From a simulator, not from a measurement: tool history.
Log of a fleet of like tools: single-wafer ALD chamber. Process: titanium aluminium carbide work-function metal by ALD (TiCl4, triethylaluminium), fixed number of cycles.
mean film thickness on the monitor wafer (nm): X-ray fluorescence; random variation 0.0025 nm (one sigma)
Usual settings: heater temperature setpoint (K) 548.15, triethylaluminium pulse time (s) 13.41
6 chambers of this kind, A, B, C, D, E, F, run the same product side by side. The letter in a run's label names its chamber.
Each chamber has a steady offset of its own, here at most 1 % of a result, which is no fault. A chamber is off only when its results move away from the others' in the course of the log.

| run | hour | heater temperature setpoint (K) | triethylaluminium pulse time (s) | hours since the last thermocouple change | hours since the last triethylaluminium bottle change | read-back reference wafer on the same gauge, thickness_nm | mean film thickness on the monitor wafer (nm) |
|---|---|---|---|---|---|---|---|
|  | 1.4 | chamber F: thermocouple changed; heater temperature recalibrated |
| 1D | 3.8 | 548.15 | 13.41 | 957.9 | 212.7 | 2.1407 | 1.8319 |
| 2A | 11.0 | 548.15 | 13.41 | 834.1 | 929.9 | 2.1409 | 1.8368 |
| 3F | 15.6 | 548.15 | 13.41 | 14.2 | 89.5 | 2.1407 | 1.8246 |
| 4C | 20.6 | 548.15 | 13.41 | 1045.4 | 922.8 | 2.1416 | 1.8258 |
| 5B | 27.0 | 548.15 | 13.41 | 179.3 | 483.0 | 2.1416 | 1.8261 |
| 6E | 31.1 | 548.15 | 13.41 | 1719.6 | 1262.4 | 2.1413 | 1.8351 |
| 7A | 38.4 | 548.15 | 13.41 | 861.5 | 957.3 | 2.1408 | 1.8402 |
| 8F | 44.8 | 548.15 | 13.41 | 43.4 | 118.7 | 2.1428 | 1.8248 |
| 9C | 49.5 | 548.15 | 13.41 | 1074.3 | 951.7 | 2.1421 | 1.8240 |
| 10B | 55.8 | 548.15 | 13.41 | 208.1 | 511.8 | 2.1426 | 1.8226 |
| 11E | 60.4 | 548.15 | 13.41 | 1748.9 | 1291.7 | 2.1434 | 1.8348 |
| 12D | 66.7 | 548.15 | 10.69 | 1020.8 | 275.6 | 2.1426 | 1.8091 |
| 13F | 70.2 | 548.15 | 10.69 | 68.8 | 144.1 | 2.1433 | 1.7985 |
| 14A | 77.3 | 548.15 | 10.69 | 900.4 | 996.2 | 2.1437 | 1.8068 |
| 15B | 80.6 | 548.15 | 10.69 | 232.9 | 536.6 | 2.1443 | 1.7920 |
| 16C | 87.2 | 548.15 | 10.69 | 1112.0 | 989.4 | 2.1445 | 1.7981 |
| 17D | 91.5 | 548.15 | 10.69 | 1045.6 | 300.4 | 2.1451 | 1.8067 |
| 18E | 96.2 | 548.15 | 13.41 | 1784.7 | 1327.5 | 2.1448 | 1.8382 |
| 19E | 102.2 | 548.15 | 13.41 | 1790.7 | 1333.5 | 2.1452 | 1.8402 |
| 20D | 109.0 | 548.15 | 13.41 | 1063.1 | 317.9 | 2.1446 | 1.8352 |
| 21A | 114.7 | 548.15 | 13.41 | 937.8 | 1033.6 | 2.1458 | 1.8393 |
| 22C | 121.2 | 548.15 | 13.41 | 1146.0 | 1023.4 | 2.1457 | 1.8252 |
| 23F | 125.8 | 553.15 | 13.41 | 124.4 | 199.7 | 2.1462 | 1.8687 |
| 24B | 131.6 | 553.15 | 13.41 | 283.9 | 587.6 | 2.1463 | 1.8646 |
| 25E | 138.6 | 553.15 | 13.41 | 1827.1 | 1369.9 | 2.1474 | 1.8853 |
| 26F | 142.4 | 553.15 | 13.41 | 141.0 | 216.3 | 2.1467 | 1.8723 |
| 27D | 147.8 | 553.15 | 13.41 | 1101.9 | 356.7 | 2.1476 | 1.8835 |
| 28A | 153.4 | 553.15 | 13.41 | 976.5 | 1072.3 | 2.1486 | 1.8854 |
| 29B | 159.9 | 548.15 | 13.41 | 312.2 | 615.9 | 2.1478 | 1.8332 |
| 30C | 166.7 | 548.15 | 13.41 | 1191.5 | 1068.9 | 2.1483 | 1.8320 |
| 31F | 171.4 | 548.15 | 13.41 | 170.0 | 245.3 | 2.1483 | 1.8283 |
| 32B | 177.1 | 548.15 | 13.41 | 329.4 | 633.1 | 2.1489 | 1.8300 |
| 33D | 180.6 | 548.15 | 13.41 | 1134.7 | 389.5 | 2.1496 | 1.8413 |
| 34C | 183.9 | 548.15 | 9.94 | 1208.7 | 1086.1 | 2.1492 | 1.7860 |
| 35A | 190.5 | 548.15 | 9.94 | 1013.6 | 1109.4 | 2.1492 | 1.7977 |
| 36E | 194.0 | 548.15 | 9.94 | 1882.5 | 1425.3 | 2.1488 | 1.7987 |
| 37D | 198.4 | 548.15 | 9.94 | 1152.5 | 407.3 | 2.1499 | 1.7980 |
|  | 198.7 | chamber A: thermocouple changed; heater temperature recalibrated |
| 38F | 203.1 | 548.15 | 9.94 | 201.7 | 277.0 | 2.1497 | 1.7860 |
| 39E | 206.9 | 548.15 | 9.94 | 1895.4 | 1438.2 | 2.1502 | 1.7973 |
| 40A | 211.4 | 548.15 | 13.41 | 12.8 | 1130.3 | 2.1508 | 1.8464 |
| 41C | 216.5 | 548.15 | 8.46 | 1241.3 | 1118.7 | 2.1507 | 1.7509 |
| 42B | 222.2 | 548.15 | 8.46 | 374.5 | 678.2 | 2.1515 | 1.7424 |
| 43D | 228.8 | 548.15 | 8.46 | 1182.9 | 437.7 | 2.1508 | 1.7568 |
| 44B | 233.8 | 548.15 | 8.46 | 386.1 | 689.8 | 2.1519 | 1.7426 |

Is one chamber off against the others, does the gauge drift, or is nothing wrong? If a chamber is off, say which, and what the likeliest cause is.

The gauge drifts, so all chambers seem to drift together. No chamber is off.
Cause: gauge reads high (%) = 0.553.
